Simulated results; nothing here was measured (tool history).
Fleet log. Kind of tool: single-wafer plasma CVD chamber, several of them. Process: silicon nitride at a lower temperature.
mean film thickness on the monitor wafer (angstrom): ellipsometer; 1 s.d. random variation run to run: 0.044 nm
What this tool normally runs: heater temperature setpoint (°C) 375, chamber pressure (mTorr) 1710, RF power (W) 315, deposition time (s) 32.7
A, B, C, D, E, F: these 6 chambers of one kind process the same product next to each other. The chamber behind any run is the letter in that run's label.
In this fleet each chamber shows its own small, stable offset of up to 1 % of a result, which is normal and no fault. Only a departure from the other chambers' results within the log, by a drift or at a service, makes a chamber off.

| run | day | heater temperature setpoint (°C) | chamber pressure (mTorr) | RF power (W) | deposition time (s) | read-back reference wafer on the same gauge, thickness_nm | mean film thickness on the monitor wafer (angstrom) |
|---|---|---|---|---|---|---|---|
| 1C | 0.275 | 375 | 1710 | 315 | 32.7 | 46.202 | 400.43 |
| 2D | 0.533 | 375 | 1710 | 315 | 32.7 | 46.212 | 403.99 |
|  | 0.633 | chamber F: RF generator calibrated |
| 3F | 0.721 | 375 | 1710 | 315 | 32.7 | 46.217 | 400.93 |
|  | 0.979 | chamber B: RF generator calibrated |
| 4E | 0.979 | 375 | 1710 | 315 | 32.7 | 46.218 | 397.35 |
| 5A | 1.275 | 375 | 1710 | 315 | 32.7 | 46.24 | 403.07 |
| 6B | 1.538 | 375 | 1710 | 315 | 32.7 | 46.22 | 401.05 |
| 7B | 1.838 | 375 | 1710 | 315 | 32.7 | 46.234 | 401.09 |
| 8D | 2.025 | 375 | 1710 | 315 | 32.7 | 46.247 | 403.41 |
| 9A | 2.246 | 375 | 1710 | 315 | 32.7 | 46.253 | 403.01 |
| 10F | 2.479 | 375 | 1710 | 315 | 32.7 | 46.246 | 402.58 |
| 11C | 2.638 | 375 | 1430 | 315 | 29.5 | 46.246 | 344.85 |
| 12E | 2.917 | 375 | 1430 | 315 | 29.5 | 46.248 | 340.67 |
| 13A | 3.196 | 375 | 1430 | 315 | 29.5 | 46.273 | 345.44 |
| 14F | 3.45 | 375 | 1430 | 315 | 29.5 | 46.273 | 345.11 |
| 15E | 3.758 | 375 | 1430 | 315 | 29.5 | 46.283 | 340.95 |
| 16C | 3.929 | 375 | 1430 | 315 | 29.5 | 46.282 | 344.4 |
| 17D | 4.133 | 375 | 1710 | 315 | 32.7 | 46.281 | 404.49 |
| 18B | 4.358 | 375 | 1710 | 315 | 32.7 | 46.297 | 400.92 |
| 19F | 4.521 | 375 | 1710 | 315 | 32.7 | 46.293 | 402.62 |
| 20C | 4.8 | 375 | 1710 | 315 | 32.7 | 46.306 | 401.36 |
| 21D | 4.958 | 375 | 1710 | 315 | 32.7 | 46.306 | 403.92 |
| 22A | 5.129 | 375 | 1710 | 315 | 32.7 | 46.309 | 402.82 |
| 23B | 5.279 | 375 | 1710 | 315 | 32.7 | 46.313 | 401.43 |
| 24E | 5.483 | 375 | 1710 | 315 | 32.7 | 46.326 | 397.24 |
| 25D | 5.721 | 375 | 1710 | 315 | 32.7 | 46.324 | 404.42 |
| 26B | 5.921 | 375 | 1710 | 315 | 32.7 | 46.318 | 401.27 |
| 27C | 6.062 | 370 | 1710 | 315 | 32.7 | 46.33 | 402.73 |
| 28F | 6.358 | 370 | 1710 | 315 | 32.7 | 46.336 | 403.42 |
| 29A | 6.529 | 370 | 1710 | 315 | 32.7 | 46.332 | 404.57 |
| 30E | 6.742 | 370 | 1710 | 315 | 32.7 | 46.349 | 399.1 |
| 31E | 7.017 | 370 | 1710 | 315 | 32.7 | 46.364 | 398.63 |
|  | 7.096 | chamber A: RF generator calibrated |
| 32A | 7.217 | 370 | 1710 | 315 | 32.7 | 46.353 | 404.88 |
| 33D | 7.408 | 362 | 1710 | 315 | 35.8 | 46.366 | 445.74 |
| 34C | 7.617 | 362 | 1710 | 315 | 35.8 | 46.363 | 441.18 |
| 35F | 7.875 | 362 | 1710 | 315 | 35.8 | 46.376 | 442.86 |
| 36B | 8.025 | 362 | 1710 | 315 | 35.8 | 46.377 | 442.16 |
| 37C | 8.242 | 362 | 1710 | 315 | 35.8 | 46.374 | 442.47 |
| 38D | 8.404 | 362 | 1710 | 315 | 35.8 | 46.385 | 445.57 |
| 39B | 8.567 | 375 | 1530 | 315 | 28.8 | 46.375 | 343.22 |
| 40F | 8.788 | 375 | 1530 | 315 | 28.8 | 46.399 | 344.05 |
| 41E | 8.946 | 375 | 1530 | 315 | 28.8 | 46.395 | 340.62 |
| 42A | 9.171 | 375 | 1530 | 315 | 28.8 | 46.4 | 345.28 |
| 43A | 9.333 | 375 | 1530 | 315 | 28.8 | 46.392 | 345.07 |

All 6 chambers run these settings next. Forecast each chamber's results:
| 44A | 9.554 | 365 | 1710 | 315 | 32.7 |  | ? |
| 44B | 9.554 | 365 | 1710 | 315 | 32.7 |  | ? |
| 44C | 9.554 | 365 | 1710 | 315 | 32.7 |  | ? |
| 44D | 9.554 | 365 | 1710 | 315 | 32.7 |  | ? |
| 44E | 9.554 | 365 | 1710 | 315 | 32.7 |  | ? |
| 44F | 9.554 | 365 | 1710 | 315 | 32.7 |  | ? |

| run | mean film thickness on the monitor wafer (angstrom) |
|---|---|
| 44A | 405.68 |
| 44B | 404.32 |
| 44C | 403.77 |
| 44D | 406.84 |
| 44E | 399.46 |
| 44F | 404.97 |
